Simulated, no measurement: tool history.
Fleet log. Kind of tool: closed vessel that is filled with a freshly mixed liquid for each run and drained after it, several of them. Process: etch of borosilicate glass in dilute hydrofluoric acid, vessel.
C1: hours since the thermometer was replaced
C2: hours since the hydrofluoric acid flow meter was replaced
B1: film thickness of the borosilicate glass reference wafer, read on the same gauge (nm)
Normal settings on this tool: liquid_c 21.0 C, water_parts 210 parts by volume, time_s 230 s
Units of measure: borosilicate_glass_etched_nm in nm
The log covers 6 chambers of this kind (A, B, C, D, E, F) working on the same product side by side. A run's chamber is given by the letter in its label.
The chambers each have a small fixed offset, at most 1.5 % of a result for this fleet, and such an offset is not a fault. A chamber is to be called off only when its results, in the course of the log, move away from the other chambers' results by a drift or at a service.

run 1B hour=3.5 | liquid_c=21.0 water_parts=210 time_s=230 | C1=1250.3 C2=506.9 | B1=90.002 | borosilicate_glass_etched_nm=45.541
run 2E hour=5.5 | liquid_c=21.0 water_parts=210 time_s=230 | C1=644.8 C2=1823.0 | B1=90.006 | borosilicate_glass_etched_nm=45.388
run 3D hour=8.2 | liquid_c=21.0 water_parts=210 time_s=230 | C1=559.7 C2=865.9 | B1=90.026 | borosilicate_glass_etched_nm=45.307
run 4F hour=12.3 | liquid_c=21.0 water_parts=210 time_s=230 | C1=1576.3 C2=1569.4 | B1=89.989 | borosilicate_glass_etched_nm=44.823
run 5A hour=14.7 | liquid_c=21.0 water_parts=210 time_s=230 | C1=262.8 C2=341.0 | B1=90.019 | borosilicate_glass_etched_nm=45.022
run 6C hour=18.6 | liquid_c=21.0 water_parts=210 time_s=110 | C1=1262.5 C2=637.8 | B1=89.996 | borosilicate_glass_etched_nm=21.573
run 7A hour=21.6 | liquid_c=21.0 water_parts=210 time_s=110 | C1=269.7 C2=347.9 | B1=89.991 | borosilicate_glass_etched_nm=21.459
run 8B hour=24.4 | liquid_c=21.0 water_parts=210 time_s=110 | C1=1271.2 C2=527.8 | B1=89.993 | borosilicate_glass_etched_nm=21.504
run 9F hour=28.4 | liquid_c=21.0 water_parts=210 time_s=110 | C1=1592.4 C2=1585.5 | B1=90.006 | borosilicate_glass_etched_nm=21.355
run 10C hour=31.4 | liquid_c=21.0 water_parts=210 time_s=110 | C1=1275.3 C2=650.6 | B1=89.991 | borosilicate_glass_etched_nm=21.796
-- hour=33.0 chamber E: hydrofluoric acid flow meter replaced
run 11D hour=35.2 | liquid_c=21.0 water_parts=210 time_s=110 | C1=586.7 C2=892.9 | B1=90.002 | borosilicate_glass_etched_nm=21.767
run 12E hour=38.0 | liquid_c=21.0 water_parts=210 time_s=230 | C1=677.3 C2=5.0 | B1=90.004 | borosilicate_glass_etched_nm=45.438
run 13D hour=42.0 | liquid_c=21.0 water_parts=210 time_s=230 | C1=593.5 C2=899.7 | B1=89.987 | borosilicate_glass_etched_nm=45.368
-- hour=46.2 chamber B: hydrofluoric acid flow meter replaced
run 14E hour=46.2 | liquid_c=21.0 water_parts=210 time_s=230 | C1=685.5 C2=13.2 | B1=90.006 | borosilicate_glass_etched_nm=45.588
run 15C hour=48.3 | liquid_c=21.0 water_parts=210 time_s=230 | C1=1292.2 C2=667.5 | B1=90.013 | borosilicate_glass_etched_nm=45.248
run 16B hour=51.9 | liquid_c=24.0 water_parts=210 time_s=230 | C1=1298.7 C2=5.8 | B1=89.967 | borosilicate_glass_etched_nm=50.923
run 17F hour=54.3 | liquid_c=24.0 water_parts=210 time_s=230 | C1=1618.3 C2=1611.4 | B1=90.008 | borosilicate_glass_etched_nm=50.137
run 18A hour=56.9 | liquid_c=24.0 water_parts=210 time_s=230 | C1=305.0 C2=383.2 | B1=90.026 | borosilicate_glass_etched_nm=50.516
run 19A hour=60.4 | liquid_c=24.0 water_parts=210 time_s=230 | C1=308.5 C2=386.7 | B1=89.996 | borosilicate_glass_etched_nm=50.972
-- hour=62.2 chamber D: hydrofluoric acid flow meter replaced
run 20F hour=63.3 | liquid_c=24.0 water_parts=210 time_s=230 | C1=1627.3 C2=1620.4 | B1=90.013 | borosilicate_glass_etched_nm=49.753
run 21E hour=65.9 | liquid_c=24.0 water_parts=210 time_s=230 | C1=705.2 C2=32.9 | B1=90.036 | borosilicate_glass_etched_nm=51.662
run 22C hour=69.7 | liquid_c=25.5 water_parts=120 time_s=230 | C1=1313.6 C2=688.9 | B1=89.995 | borosilicate_glass_etched_nm=103.370
run 23B hour=72.1 | liquid_c=25.5 water_parts=120 time_s=230 | C1=1318.9 C2=26.0 | B1=89.986 | borosilicate_glass_etched_nm=104.210
run 24D hour=75.6 | liquid_c=25.5 water_parts=120 time_s=230 | C1=627.1 C2=13.5 | B1=90.013 | borosilicate_glass_etched_nm=102.940
run 25B hour=78.8 | liquid_c=25.5 water_parts=120 time_s=230 | C1=1325.6 C2=32.7 | B1=90.003 | borosilicate_glass_etched_nm=104.060
run 26F hour=82.7 | liquid_c=25.5 water_parts=120 time_s=230 | C1=1646.7 C2=1639.8 | B1=90.003 | borosilicate_glass_etched_nm=102.790
run 27D hour=85.7 | liquid_c=25.5 water_parts=120 time_s=230 | C1=637.2 C2=23.6 | B1=89.996 | borosilicate_glass_etched_nm=102.000
run 28A hour=89.5 | liquid_c=21.0 water_parts=210 time_s=230 | C1=337.6 C2=415.8 | B1=90.008 | borosilicate_glass_etched_nm=44.817
run 29C hour=93.9 | liquid_c=21.0 water_parts=210 time_s=230 | C1=1337.8 C2=713.1 | B1=89.996 | borosilicate_glass_etched_nm=44.705
run 30E hour=97.5 | liquid_c=21.0 water_parts=210 time_s=230 | C1=736.8 C2=64.5 | B1=89.997 | borosilicate_glass_etched_nm=47.169
run 31C hour=101.8 | liquid_c=21.0 water_parts=210 time_s=230 | C1=1345.7 C2=721.0 | B1=90.019 | borosilicate_glass_etched_nm=45.244
run 32E hour=104.5 | liquid_c=21.0 water_parts=210 time_s=230 | C1=743.8 C2=71.5 | B1=89.974 | borosilicate_glass_etched_nm=46.922
run 33A hour=106.7 | liquid_c=21.0 water_parts=210 time_s=230 | C1=354.8 C2=433.0 | B1=90.012 | borosilicate_glass_etched_nm=44.783
run 34B hour=108.8 | liquid_c=21.0 water_parts=160 time_s=230 | C1=1355.6 C2=62.7 | B1=89.979 | borosilicate_glass_etched_nm=62.238
run 35D hour=111.1 | liquid_c=21.0 water_parts=160 time_s=230 | C1=662.6 C2=49.0 | B1=90.041 | borosilicate_glass_etched_nm=62.541
run 36F hour=115.5 | liquid_c=21.0 water_parts=160 time_s=230 | C1=1679.5 C2=1672.6 | B1=89.987 | borosilicate_glass_etched_nm=61.571

Each of the 6 chambers runs these same settings next. Fill in every chamber's results:
run 37A hour=118.8 | liquid_c=21.0 water_parts=210 time_s=230 | borosilicate_glass_etched_nm=?
run 37B hour=118.8 | liquid_c=21.0 water_parts=210 time_s=230 | borosilicate_glass_etched_nm=?
run 37C hour=118.8 | liquid_c=21.0 water_parts=210 time_s=230 | borosilicate_glass_etched_nm=?
run 37D hour=118.8 | liquid_c=21.0 water_parts=210 time_s=230 | borosilicate_glass_etched_nm=?
run 37E hour=118.8 | liquid_c=21.0 water_parts=210 time_s=230 | borosilicate_glass_etched_nm=?
run 37F hour=118.8 | liquid_c=21.0 water_parts=210 time_s=230 | borosilicate_glass_etched_nm=?

run=37A borosilicate_glass_etched_nm=45.002
run=37B borosilicate_glass_etched_nm=45.677
run=37C borosilicate_glass_etched_nm=44.829
run=37D borosilicate_glass_etched_nm=45.115
run=37E borosilicate_glass_etched_nm=47.531
run=37F borosilicate_glass_etched_nm=44.838
